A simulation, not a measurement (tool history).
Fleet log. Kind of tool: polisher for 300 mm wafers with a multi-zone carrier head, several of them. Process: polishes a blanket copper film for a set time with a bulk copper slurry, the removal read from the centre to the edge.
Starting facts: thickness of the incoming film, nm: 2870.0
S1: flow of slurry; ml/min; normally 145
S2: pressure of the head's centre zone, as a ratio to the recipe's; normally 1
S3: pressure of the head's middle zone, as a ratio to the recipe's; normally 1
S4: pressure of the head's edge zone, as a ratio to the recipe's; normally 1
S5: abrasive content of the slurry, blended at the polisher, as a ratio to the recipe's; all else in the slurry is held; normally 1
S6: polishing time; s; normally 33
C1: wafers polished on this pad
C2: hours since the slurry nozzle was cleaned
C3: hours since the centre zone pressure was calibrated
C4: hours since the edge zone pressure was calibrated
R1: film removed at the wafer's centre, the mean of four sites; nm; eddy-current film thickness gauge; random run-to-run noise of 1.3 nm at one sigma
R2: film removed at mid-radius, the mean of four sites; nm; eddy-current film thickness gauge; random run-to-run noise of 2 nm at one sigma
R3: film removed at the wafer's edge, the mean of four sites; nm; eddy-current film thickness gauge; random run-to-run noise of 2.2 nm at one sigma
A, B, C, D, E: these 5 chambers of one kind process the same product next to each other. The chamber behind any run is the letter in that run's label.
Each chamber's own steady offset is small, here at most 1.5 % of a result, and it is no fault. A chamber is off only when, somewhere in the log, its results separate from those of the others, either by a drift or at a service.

{"run": "1D", "hour": 7.9, "S1": 145, "S2": 1, "S3": 1, "S4": 1, "S5": 1, "S6": 33, "C1": 1068, "C2": 8.7, "C3": 1004.9, "C4": 949.4, "R1": 215.16, "R2": 214.92, "R3": 215.81}
{"hour": 12.9, "done": "chamber E: worn pad replaced by a new one"}
{"hour": 13.0, "done": "chamber C: worn pad replaced by a new one"}
{"run": "2E", "hour": 20.8, "S1": 145, "S2": 1, "S3": 1, "S4": 1, "S5": 1, "S6": 33, "C1": 124, "C2": 204, "C3": 221.8, "C4": 552.5, "R1": 213.31, "R2": 215.33, "R3": 217.12}
{"hour": 24.3, "done": "chamber A: worn pad replaced by a new one"}
{"run": "3B", "hour": 29.0, "S1": 145, "S2": 1, "S3": 1, "S4": 1, "S5": 1, "S6": 33, "C1": 1054, "C2": 209.2, "C3": 470.3, "C4": 109.5, "R1": 215.09, "R2": 215.45, "R3": 209.59}
{"hour": 33.3, "done": "chamber D: worn pad replaced by a new one"}
{"run": "4C", "hour": 35.6, "S1": 145, "S2": 1, "S3": 1, "S4": 1, "S5": 1, "S6": 33, "C1": 354, "C2": 199.8, "C3": 36.9, "C4": 54.1, "R1": 213.55, "R2": 214.57, "R3": 214.17}
{"hour": 36.1, "done": "chamber C: slurry nozzle cleaned"}
{"run": "5A", "hour": 50.1, "S1": 145, "S2": 1, "S3": 1, "S4": 1, "S5": 1, "S6": 33, "C1": 403, "C2": 219.8, "C3": 1095.7, "C4": 81.9, "R1": 217.2, "R2": 214.74, "R3": 211.94}
{"hour": 52.4, "done": "chamber A: slurry nozzle cleaned"}
{"run": "6C", "hour": 57.7, "S1": 145, "S2": 1, "S3": 1, "S4": 1, "S5": 1, "S6": 33, "C1": 699, "C2": 21.7, "C3": 59, "C4": 76.2, "R1": 212.66, "R2": 220.31, "R3": 216.75}
{"hour": 60.4, "done": "chamber B: worn pad replaced by a new one"}
{"run": "7D", "hour": 72.0, "S1": 145, "S2": 1, "S3": 1, "S4": 1, "S5": 1, "S6": 33, "C1": 606, "C2": 72.8, "C3": 1069, "C4": 1013.5, "R1": 217.11, "R2": 212.8, "R3": 215.08}
{"hour": 72.6, "done": "chamber C: worn pad replaced by a new one"}
{"run": "8A", "hour": 81.9, "S1": 145, "S2": 1, "S3": 1, "S4": 1, "S5": 1, "S6": 33, "C1": 900, "C2": 29.5, "C3": 1127.5, "C4": 113.7, "R1": 215.64, "R2": 213.57, "R3": 213.13}
{"run": "9E", "hour": 89.6, "S1": 145, "S2": 1, "S3": 1, "S4": 1, "S5": 1, "S6": 33, "C1": 1199, "C2": 272.8, "C3": 290.6, "C4": 621.3, "R1": 212.85, "R2": 216.03, "R3": 219.26}
{"hour": 93.5, "done": "chamber E: worn pad replaced by a new one"}
{"hour": 99.1, "done": "chamber A: worn pad replaced by a new one"}
{"run": "10B", "hour": 104.4, "S1": 145, "S2": 1, "S3": 1, "S4": 1, "S5": 1, "S6": 33, "C1": 687, "C2": 284.6, "C3": 545.7, "C4": 184.9, "R1": 215.65, "R2": 215.62, "R3": 214}
{"run": "11D", "hour": 110.9, "S1": 105, "S2": 1, "S3": 1, "S4": 1.08, "S5": 1, "S6": 33, "C1": 1213, "C2": 111.7, "C3": 1107.9, "C4": 1052.4, "R1": 198.68, "R2": 198.39, "R3": 209.85}
{"run": "12C", "hour": 118.1, "S1": 105, "S2": 1, "S3": 1, "S4": 1.08, "S5": 1, "S6": 33, "C1": 712, "C2": 82.1, "C3": 119.4, "C4": 136.6, "R1": 195.73, "R2": 200.42, "R3": 208.85}
{"hour": 121.2, "done": "chamber D: worn pad replaced by a new one"}
{"run": "13B", "hour": 124.8, "S1": 105, "S2": 1, "S3": 1, "S4": 1.08, "S5": 1, "S6": 33, "C1": 1006, "C2": 305, "C3": 566.1, "C4": 205.3, "R1": 196.93, "R2": 199.93, "R3": 209.37}
{"run": "14E", "hour": 134.3, "S1": 105, "S2": 1, "S3": 1, "S4": 1.08, "S5": 1, "S6": 33, "C1": 638, "C2": 317.5, "C3": 335.3, "C4": 666, "R1": 196.79, "R2": 198.97, "R3": 214.13}
{"hour": 134.5, "done": "chamber E: edge zone pressure recalibrated"}
{"run": "15A", "hour": 146.4, "S1": 105, "S2": 1, "S3": 1, "S4": 1.08, "S5": 1, "S6": 33, "C1": 739, "C2": 94, "C3": 1192, "C4": 178.2, "R1": 199.18, "R2": 202.54, "R3": 213.42}
{"hour": 148.3, "done": "chamber C: worn pad replaced by a new one"}
{"hour": 153.7, "done": "chamber B: worn pad replaced by a new one"}
{"run": "16D", "hour": 154.4, "S1": 145, "S2": 1, "S3": 1, "S4": 1, "S5": 1, "S6": 33, "C1": 518, "C2": 155.2, "C3": 1151.4, "C4": 1095.9, "R1": 217.01, "R2": 214.93, "R3": 212.85}
{"hour": 156.6, "done": "chamber A: centre zone pressure recalibrated"}
{"hour": 161.0, "done": "chamber E: worn pad replaced by a new one"}
{"run": "17A", "hour": 161.5, "S1": 145, "S2": 1, "S3": 1, "S4": 1, "S5": 1, "S6": 33, "C1": 975, "C2": 109.1, "C3": 5, "C4": 193.3, "R1": 226.4, "R2": 217.91, "R3": 215.18}
{"run": "18B", "hour": 176.1, "S1": 145, "S2": 1, "S3": 1, "S4": 1, "S5": 1, "S6": 33, "C1": 349, "C2": 356.3, "C3": 617.4, "C4": 256.6, "R1": 214.59, "R2": 216.98, "R3": 212.98}
{"run": "19E", "hour": 183.2, "S1": 145, "S2": 1, "S3": 1, "S4": 1.05, "S5": 1, "S6": 27, "C1": 346, "C2": 366.4, "C3": 384.2, "C4": 48.7, "R1": 171.73, "R2": 176.6, "R3": 178.19}
{"hour": 184.9, "done": "chamber A: worn pad replaced by a new one"}
{"run": "20C", "hour": 190.6, "S1": 145, "S2": 1, "S3": 1, "S4": 1.05, "S5": 1, "S6": 27, "C1": 661, "C2": 154.6, "C3": 191.9, "C4": 209.1, "R1": 175.07, "R2": 177.66, "R3": 183}
{"hour": 195.4, "done": "chamber B: centre zone pressure recalibrated"}
{"hour": 197.0, "done": "chamber D: slurry nozzle cleaned"}
{"run": "21A", "hour": 205.2, "S1": 145, "S2": 1, "S3": 1, "S4": 1.05, "S5": 1, "S6": 27, "C1": 317, "C2": 152.8, "C3": 48.7, "C4": 237, "R1": 187.02, "R2": 176.91, "R3": 177.93}
{"hour": 211.4, "done": "chamber D: worn pad replaced by a new one"}
{"run": "22B", "hour": 216.4, "S1": 145, "S2": 1, "S3": 1, "S4": 1.05, "S5": 1, "S6": 27, "C1": 979, "C2": 396.6, "C3": 21, "C4": 296.9, "R1": 176.81, "R2": 175.9, "R3": 178.13}
{"hour": 218.8, "done": "chamber C: worn pad replaced by a new one"}
{"run": "23E", "hour": 229.2, "S1": 145, "S2": 1, "S3": 1, "S4": 1.05, "S5": 1, "S6": 27, "C1": 1065, "C2": 412.4, "C3": 430.2, "C4": 94.7, "R1": 173.17, "R2": 178.62, "R3": 182.9}
{"hour": 229.8, "done": "chamber E: worn pad replaced by a new one"}
{"hour": 233.7, "done": "chamber B: worn pad replaced by a new one"}
{"hour": 237.2, "done": "chamber B: edge zone pressure recalibrated"}
{"run": "24C", "hour": 243.4, "S1": 145, "S2": 1, "S3": 1, "S4": 1, "S5": 1, "S6": 33, "C1": 385, "C2": 207.4, "C3": 244.7, "C4": 261.9, "R1": 213.83, "R2": 211.31, "R3": 214.77}
{"run": "25D", "hour": 257.3, "S1": 145, "S2": 1, "S3": 1, "S4": 1, "S5": 1, "S6": 33, "C1": 718, "C2": 60.4, "C3": 1254.3, "C4": 1198.8, "R1": 216.95, "R2": 212.6, "R3": 215.18}
{"hour": 266.7, "done": "chamber C: slurry nozzle cleaned"}
{"run": "26D", "hour": 268.0, "S1": 145, "S2": 1, "S3": 1, "S4": 1, "S5": 1, "S6": 33, "C1": 885, "C2": 71.1, "C3": 1265, "C4": 1209.5, "R1": 215.55, "R2": 211.46, "R3": 210.25}
{"hour": 268.9, "done": "chamber E: slurry nozzle cleaned"}
{"hour": 273.3, "done": "chamber A: worn pad replaced by a new one"}
{"run": "27C", "hour": 279.3, "S1": 145, "S2": 1, "S3": 1, "S4": 1, "S5": 1, "S6": 33, "C1": 945, "C2": 12.7, "C3": 280.6, "C4": 297.8, "R1": 215.86, "R2": 215.7, "R3": 213.54}
{"hour": 289.0, "done": "chamber A: slurry nozzle cleaned"}
{"hour": 290.9, "done": "chamber C: worn pad replaced by a new one"}
{"run": "28B", "hour": 292.8, "S1": 145, "S2": 1, "S3": 1, "S4": 1, "S5": 1, "S6": 33, "C1": 924, "C2": 473, "C3": 97.4, "C4": 55.7, "R1": 215.22, "R2": 213.14, "R3": 212.73}
{"hour": 295.6, "done": "chamber A: edge zone pressure recalibrated"}
{"run": "29A", "hour": 299.3, "S1": 145, "S2": 1, "S3": 1, "S4": 1, "S5": 1, "S6": 33, "C1": 406, "C2": 10.3, "C3": 142.8, "C4": 3.7, "R1": 230.5, "R2": 216.19, "R3": 211.77}
{"hour": 304.2, "done": "chamber E: worn pad replaced by a new one"}
{"run": "30E", "hour": 313.2, "S1": 145, "S2": 1, "S3": 1, "S4": 1, "S5": 1, "S6": 33, "C1": 140, "C2": 44.4, "C3": 514.2, "C4": 178.7, "R1": 211.22, "R2": 213.66, "R3": 214.65}
{"run": "31E", "hour": 323.6, "S1": 145, "S2": 1, "S3": 1, "S4": 1, "S5": 1, "S6": 33, "C1": 303, "C2": 54.8, "C3": 524.6, "C4": 189.1, "R1": 212.55, "R2": 212.28, "R3": 217.91}
{"hour": 325.3, "done": "chamber B: worn pad replaced by a new one"}
{"run": "32C", "hour": 332.3, "S1": 145, "S2": 1.08, "S3": 1, "S4": 0.94, "S5": 1, "S6": 33, "C1": 647, "C2": 65.7, "C3": 333.6, "C4": 350.8, "R1": 229.87, "R2": 216.24, "R3": 211.32}
{"run": "33A", "hour": 339.1, "S1": 145, "S2": 1.08, "S3": 1, "S4": 0.94, "S5": 1, "S6": 33, "C1": 1028, "C2": 50.1, "C3": 182.6, "C4": 43.5, "R1": 247.14, "R2": 217.05, "R3": 204.99}
{"run": "34B", "hour": 349.3, "S1": 145, "S2": 1.08, "S3": 1, "S4": 0.94, "S5": 1, "S6": 33, "C1": 376, "C2": 529.5, "C3": 153.9, "C4": 112.2, "R1": 232.94, "R2": 215, "R3": 203.4}

Predict what each chamber gives when all 5 of them run the settings below next.
{"run": "35A", "hour": 359.9, "S1": 195, "S2": 1, "S3": 1, "S4": 1, "S5": 1, "S6": 33, "R1": "?", "R2": "?", "R3": "?"}
{"run": "35B", "hour": 359.9, "S1": 195, "S2": 1, "S3": 1, "S4": 1, "S5": 1, "S6": 33, "R1": "?", "R2": "?", "R3": "?"}
{"run": "35C", "hour": 359.9, "S1": 195, "S2": 1, "S3": 1, "S4": 1, "S5": 1, "S6": 33, "R1": "?", "R2": "?", "R3": "?"}
{"run": "35D", "hour": 359.9, "S1": 195, "S2": 1, "S3": 1, "S4": 1, "S5": 1, "S6": 33, "R1": "?", "R2": "?", "R3": "?"}
{"run": "35E", "hour": 359.9, "S1": 195, "S2": 1, "S3": 1, "S4": 1, "S5": 1, "S6": 33, "R1": "?", "R2": "?", "R3": "?"}

run=35A R1=241.48 R2=225.53 R3=220.2
run=35B R1=226.61 R2=227.57 R3=224.67
run=35C R1=224.94 R2=225.86 R3=223.5
run=35D R1=231.49 R2=225.27 R3=221.23
run=35E R1=225.12 R2=224.24 R3=223.77
